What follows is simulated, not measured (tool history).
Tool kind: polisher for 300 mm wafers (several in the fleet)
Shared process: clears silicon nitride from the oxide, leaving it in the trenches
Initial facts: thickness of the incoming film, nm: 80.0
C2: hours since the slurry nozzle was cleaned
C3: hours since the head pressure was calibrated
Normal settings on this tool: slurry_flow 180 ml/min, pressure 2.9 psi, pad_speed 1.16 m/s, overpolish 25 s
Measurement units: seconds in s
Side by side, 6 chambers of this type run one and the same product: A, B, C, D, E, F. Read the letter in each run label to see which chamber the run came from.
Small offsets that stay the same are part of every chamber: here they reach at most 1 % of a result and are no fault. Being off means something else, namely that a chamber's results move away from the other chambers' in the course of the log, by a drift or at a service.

run 1E hour=6.5 | slurry_flow=180 pressure=2.9 pad_speed=1.16 overpolish=25 | wafers_polished_on_this_pad=896 C2=221.3 C3=685.8 | seconds=74.392
run 2C hour=15.1 | slurry_flow=180 pressure=2.9 pad_speed=1.16 overpolish=25 | wafers_polished_on_this_pad=262 C2=429.4 C3=551 | seconds=72.82
run 3F hour=23.1 | slurry_flow=180 pressure=2.9 pad_speed=1.16 overpolish=25 | wafers_polished_on_this_pad=235 C2=131.8 C3=493.7 | seconds=73.383
-- hour=32.9 chamber E: worn pad replaced by a new one
run 4A hour=35.5 | slurry_flow=180 pressure=2.9 pad_speed=1.16 overpolish=25 | wafers_polished_on_this_pad=691 C2=457.2 C3=817.9 | seconds=74.072
run 5D hour=44.4 | slurry_flow=180 pressure=2.9 pad_speed=1.16 overpolish=25 | wafers_polished_on_this_pad=589 C2=655 C3=716.4 | seconds=74.623
-- hour=50.1 chamber A: worn pad replaced by a new one
run 6B hour=50.8 | slurry_flow=180 pressure=2.9 pad_speed=1.16 overpolish=25 | wafers_polished_on_this_pad=558 C2=339.7 C3=309.7 | seconds=72.554
-- hour=56.7 chamber D: worn pad replaced by a new one
run 7B hour=61.7 | slurry_flow=180 pressure=2.9 pad_speed=1.16 overpolish=25 | wafers_polished_on_this_pad=659 C2=350.6 C3=320.6 | seconds=74.23
-- hour=65.2 chamber B: head pressure recalibrated
run 8F hour=72.9 | slurry_flow=180 pressure=2.3 pad_speed=1.16 overpolish=25 | wafers_polished_on_this_pad=694 C2=181.6 C3=543.5 | seconds=94.929
-- hour=74.1 chamber A: slurry nozzle cleaned
-- hour=77.3 chamber B: worn pad replaced by a new one
run 9E hour=80.9 | slurry_flow=180 pressure=2.3 pad_speed=1.16 overpolish=25 | wafers_polished_on_this_pad=442 C2=295.7 C3=760.2 | seconds=92.428
run 10A hour=93.5 | slurry_flow=180 pressure=2.3 pad_speed=1.16 overpolish=25 | wafers_polished_on_this_pad=399 C2=19.4 C3=875.9 | seconds=91.702
-- hour=102.2 chamber C: slurry nozzle cleaned
run 11C hour=102.5 | slurry_flow=180 pressure=2.3 pad_speed=1.16 overpolish=25 | wafers_polished_on_this_pad=1067 C2=0.4 C3=638.4 | seconds=92.022
run 12D hour=111.2 | slurry_flow=180 pressure=2.3 pad_speed=1.16 overpolish=25 | wafers_polished_on_this_pad=502 C2=721.8 C3=783.2 | seconds=94.596
run 13E hour=122.1 | slurry_flow=180 pressure=2.3 pad_speed=1.16 overpolish=25 | wafers_polished_on_this_pad=821 C2=336.9 C3=801.4 | seconds=96.134
-- hour=123.5 chamber C: worn pad replaced by a new one
run 14D hour=133.8 | slurry_flow=180 pressure=2.9 pad_speed=1.16 overpolish=25 | wafers_polished_on_this_pad=710 C2=744.4 C3=805.8 | seconds=74.378
run 15F hour=140.6 | slurry_flow=180 pressure=2.9 pad_speed=1.16 overpolish=25 | wafers_polished_on_this_pad=1317 C2=249.3 C3=611.2 | seconds=72.812
-- hour=141.4 chamber C: head pressure recalibrated
-- hour=144.1 chamber A: worn pad replaced by a new one
-- hour=149.5 chamber D: worn pad replaced by a new one
run 16B hour=152.9 | slurry_flow=180 pressure=2.9 pad_speed=1.16 overpolish=25 | wafers_polished_on_this_pad=696 C2=441.8 C3=87.7 | seconds=72.552
-- hour=156.1 chamber B: worn pad replaced by a new one
run 17C hour=165.2 | slurry_flow=240 pressure=2.9 pad_speed=1.16 overpolish=25 | wafers_polished_on_this_pad=384 C2=63.1 C3=23.9 | seconds=77.41
-- hour=168.4 chamber F: worn pad replaced by a new one
run 18A hour=175.4 | slurry_flow=240 pressure=2.9 pad_speed=1.16 overpolish=25 | wafers_polished_on_this_pad=288 C2=101.3 C3=957.8 | seconds=70.69
-- hour=175.6 chamber E: slurry nozzle cleaned
-- hour=176 chamber E: worn pad replaced by a new one
run 19F hour=182.2 | slurry_flow=240 pressure=2.9 pad_speed=1.16 overpolish=25 | wafers_polished_on_this_pad=127 C2=290.9 C3=652.8 | seconds=70.865
-- hour=183.3 chamber B: slurry nozzle cleaned
-- hour=192.3 chamber A: head pressure recalibrated
run 20C hour=193.4 | slurry_flow=240 pressure=2.9 pad_speed=1.16 overpolish=25 | wafers_polished_on_this_pad=644 C2=91.3 C3=52.1 | seconds=78.776
run 21B hour=204.5 | slurry_flow=240 pressure=2.9 pad_speed=1.16 overpolish=25 | wafers_polished_on_this_pad=446 C2=21.3 C3=139.3 | seconds=71.457
-- hour=205.9 chamber D: slurry nozzle cleaned
run 22D hour=214.5 | slurry_flow=240 pressure=2.9 pad_speed=1.16 overpolish=25 | wafers_polished_on_this_pad=599 C2=8.6 C3=886.5 | seconds=71.181
run 23A hour=223.4 | slurry_flow=140 pressure=3.7 pad_speed=1.16 overpolish=25 | wafers_polished_on_this_pad=731 C2=149.3 C3=31.2 | seconds=60.706
-- hour=230.7 chamber B: worn pad replaced by a new one
-- hour=233.8 chamber A: worn pad replaced by a new one
run 24E hour=234.7 | slurry_flow=140 pressure=3.7 pad_speed=1.16 overpolish=25 | wafers_polished_on_this_pad=541 C2=59.2 C3=914 | seconds=60.6
-- hour=236.4 chamber D: worn pad replaced by a new one
run 25A hour=246.7 | slurry_flow=140 pressure=3.7 pad_speed=1.16 overpolish=25 | wafers_polished_on_this_pad=119 C2=172.6 C3=54.5 | seconds=60.496
run 26C hour=253 | slurry_flow=140 pressure=3.7 pad_speed=1.16 overpolish=25 | wafers_polished_on_this_pad=1193 C2=150.9 C3=111.7 | seconds=66.719
run 27B hour=265.3 | slurry_flow=140 pressure=3.7 pad_speed=1.16 overpolish=25 | wafers_polished_on_this_pad=318 C2=82.1 C3=200.1 | seconds=59.908
-- hour=273.8 chamber F: head pressure recalibrated
run 28E hour=273.8 | slurry_flow=140 pressure=3.7 pad_speed=1.16 overpolish=25 | wafers_polished_on_this_pad=901 C2=98.3 C3=953.1 | seconds=60.077
-- hour=277.7 chamber C: worn pad replaced by a new one
run 29F hour=285.3 | slurry_flow=180 pressure=2.9 pad_speed=1.16 overpolish=25 | wafers_polished_on_this_pad=1076 C2=394 C3=11.6 | seconds=73.615
run 30D hour=295.9 | slurry_flow=180 pressure=2.9 pad_speed=1.16 overpolish=25 | wafers_polished_on_this_pad=548 C2=90 C3=967.9 | seconds=73.166
-- hour=298.8 chamber E: worn pad replaced by a new one
run 31B hour=304.7 | slurry_flow=180 pressure=2.9 pad_speed=1.16 overpolish=25 | wafers_polished_on_this_pad=681 C2=121.5 C3=239.5 | seconds=73.704
-- hour=313.5 chamber D: worn pad replaced by a new one
run 32F hour=313.5 | slurry_flow=180 pressure=2.9 pad_speed=1.16 overpolish=25 | wafers_polished_on_this_pad=1336 C2=422.2 C3=39.8 | seconds=75.576
-- hour=318.2 chamber B: worn pad replaced by a new one
run 33D hour=325.5 | slurry_flow=180 pressure=2.9 pad_speed=1.16 overpolish=25 | wafers_polished_on_this_pad=110 C2=119.6 C3=997.5 | seconds=72.427
-- hour=327 chamber A: worn pad replaced by a new one
run 34E hour=332.9 | slurry_flow=180 pressure=2.9 pad_speed=1.16 overpolish=25 | wafers_polished_on_this_pad=314 C2=157.4 C3=1012.2 | seconds=74.751
run 35C hour=340.2 | slurry_flow=180 pressure=2.9 pad_speed=1.16 overpolish=25 | wafers_polished_on_this_pad=576 C2=238.1 C3=198.9 | seconds=82.79
-- hour=345.9 chamber F: worn pad replaced by a new one
run 36A hour=346.5 | slurry_flow=180 pressure=2.9 pad_speed=1.16 overpolish=25 | wafers_polished_on_this_pad=179 C2=272.4 C3=154.3 | seconds=74.25
run 37B hour=360.2 | slurry_flow=180 pressure=2.9 pad_speed=1.16 overpolish=25 | wafers_polished_on_this_pad=387 C2=177 C3=295 | seconds=73.321
run 38F hour=367.7 | slurry_flow=180 pressure=2.9 pad_speed=1.16 overpolish=25 | wafers_polished_on_this_pad=200 C2=476.4 C3=94 | seconds=73.669
run 39E hour=378.8 | slurry_flow=180 pressure=2.9 pad_speed=1.16 overpolish=25 | wafers_polished_on_this_pad=737 C2=203.3 C3=1058.1 | seconds=74.246
run 40D hour=391.5 | slurry_flow=180 pressure=2.9 pad_speed=1.16 overpolish=25 | wafers_polished_on_this_pad=718 C2=185.6 C3=1063.5 | seconds=75.345
-- hour=395.7 chamber D: worn pad replaced by a new one
run 41C hour=400.1 | slurry_flow=180 pressure=2.9 pad_speed=1.16 overpolish=25 | wafers_polished_on_this_pad=1127 C2=298 C3=258.8 | seconds=82.342
-- hour=405.8 chamber A: worn pad replaced by a new one
run 42A hour=406.1 | slurry_flow=180 pressure=2.9 pad_speed=1.16 overpolish=25 | wafers_polished_on_this_pad=3 C2=332 C3=213.9 | seconds=74.286
-- hour=416.8 chamber E: worn pad replaced by a new one
run 43D hour=418.9 | slurry_flow=180 pressure=2.9 pad_speed=1.16 overpolish=25 | wafers_polished_on_this_pad=214 C2=213 C3=1090.9 | seconds=72.76
run 44E hour=425.8 | slurry_flow=180 pressure=2.9 pad_speed=1.16 overpolish=25 | wafers_polished_on_this_pad=83 C2=250.3 C3=1105.1 | seconds=72.365

One chamber off, gauge drift, or nothing amiss beyond the chambers' own small offsets? If it is a chamber, which one, and what is the likeliest cause?

A service left chamber C off against the others.
What lies behind it: head's pressure below its setpoint, % = 9.84.

Chamber C could run next with any of the 4 candidate recipes listed below; each alters the usual settings, and their results appear as question marks. Which one brings its results back in line with what the other chambers deliver on the usual settings?
In line means no further than this from the other chambers' mean on the usual settings: seconds 3.9 s
run 45C-1 hour=435.6 | slurry_flow=185 pressure=3.2 pad_speed=1.28 overpolish=25 | seconds=?
run 45C-2 hour=435.6 | slurry_flow=175 pressure=2.6 pad_speed=1.04 overpolish=25 | seconds=?
run 45C-3 hour=435.6 | slurry_flow=180 pressure=2.8 pad_speed=1.1 overpolish=25 | seconds=?
run 45C-4 hour=435.6 | slurry_flow=185 pressure=2.9 pad_speed=1.28 overpolish=25 | seconds=?

On the usual settings, the other chambers give on average: seconds 73.861 s
run=45C-1 seconds=66.318
run=45C-2 seconds=101.28
run=45C-3 seconds=88.571
run=45C-4 seconds=73.076
It is 45C-4 that realigns the chamber with its peers.

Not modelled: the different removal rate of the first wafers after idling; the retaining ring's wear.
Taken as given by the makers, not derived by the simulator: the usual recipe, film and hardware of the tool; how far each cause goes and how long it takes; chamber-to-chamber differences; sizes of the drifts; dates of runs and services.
